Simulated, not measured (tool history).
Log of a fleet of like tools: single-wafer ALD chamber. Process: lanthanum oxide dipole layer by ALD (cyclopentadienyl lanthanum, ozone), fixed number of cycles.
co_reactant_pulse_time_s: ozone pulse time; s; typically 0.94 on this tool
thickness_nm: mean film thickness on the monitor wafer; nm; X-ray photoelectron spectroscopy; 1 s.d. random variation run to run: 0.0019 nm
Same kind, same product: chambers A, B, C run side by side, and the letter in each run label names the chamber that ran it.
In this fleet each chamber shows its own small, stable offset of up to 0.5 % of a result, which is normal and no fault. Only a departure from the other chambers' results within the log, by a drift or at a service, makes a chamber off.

run   hour  co_reactant_pulse_time_s  read-back reference wafer on the same gauge, thickness_nm  thickness_nm
 1A   13.9                      0.94                                                    0.52808       0.49162
 2B   28.6                      0.94                                                    0.52788       0.49237
 3C   35.7                      0.94                                                     0.5277       0.48879
 4A   49.7                      0.94                                                    0.52792       0.48972
 5C     62                      0.94                                                    0.52806       0.48671
 6B   74.4                      0.94                                                    0.52844       0.49082
 7A     89                      0.94                                                     0.5281        0.4919
 8C     99                      0.94                                                    0.52717       0.48783
 9B  114.5                      0.94                                                    0.52835       0.48914
10A  123.2                      0.94                                                    0.52802       0.49197
11B  131.6                      0.94                                                    0.52809        0.4921
12C  146.4                      0.94                                                    0.52785       0.48588
13C  158.5                      0.94                                                    0.52822       0.48651
14A  170.6                      0.94                                                     0.5276       0.48684
15B  185.5                      0.94                                                    0.52841       0.48875
16A  193.3                      0.94                                                    0.52732       0.49156
17B  200.6                      0.94                                                    0.52815       0.49034
18C  211.9                      0.94                                                    0.52829       0.48812
19C    222                      0.94                                                    0.52819        0.4871
20B  237.2                      0.94                                                    0.52799       0.49103
21A  250.9                      0.94                                                    0.52822       0.48989
22B  265.3                      0.82                                                    0.52842       0.46926
23A  275.2                      0.82                                                    0.52764       0.46647
24C  288.4                      0.82                                                    0.52803       0.46331
25B  303.5                      0.94                                                    0.52832       0.49089
26A  312.1                      0.94                                                    0.52781       0.48903
27C    327                      0.62                                                     0.5285       0.40743
     333.2  -- chamber C: ozone generator serviced
28B  335.7                      0.62                                                    0.52864       0.40927
29A    351                      0.62                                                    0.52809       0.41236
30C  363.1                      0.94                                                    0.52745       0.48613
31A  370.5                      0.94                                                    0.52848       0.48939
32C  383.1                      0.94                                                    0.52841       0.48743
33B  393.3                      0.94                                                    0.52804       0.49248
34B  401.5                      0.94                                                    0.52811       0.49076
35A  416.3                      0.94                                                    0.52821        0.4917
36C  426.6                      0.94                                                    0.52777       0.48851
37B  435.6                      0.94                                                    0.52811       0.49296
38C  447.7                      0.94                                                    0.52842       0.48802
39A  459.4                      0.94                                                    0.52831       0.48988
40C  470.3                      0.94                                                    0.52844       0.48497
41A  481.3                      0.94                                                    0.52805       0.49105

Decide between three cases: one chamber stands off from its peers, the gauge reading all wafers drifts, or nothing is wrong past each chamber's small offset. Where a chamber is off, say which and what most likely put it there.

Neither any chamber nor the gauge drifts; the chambers differ only by their own small, steady offsets.

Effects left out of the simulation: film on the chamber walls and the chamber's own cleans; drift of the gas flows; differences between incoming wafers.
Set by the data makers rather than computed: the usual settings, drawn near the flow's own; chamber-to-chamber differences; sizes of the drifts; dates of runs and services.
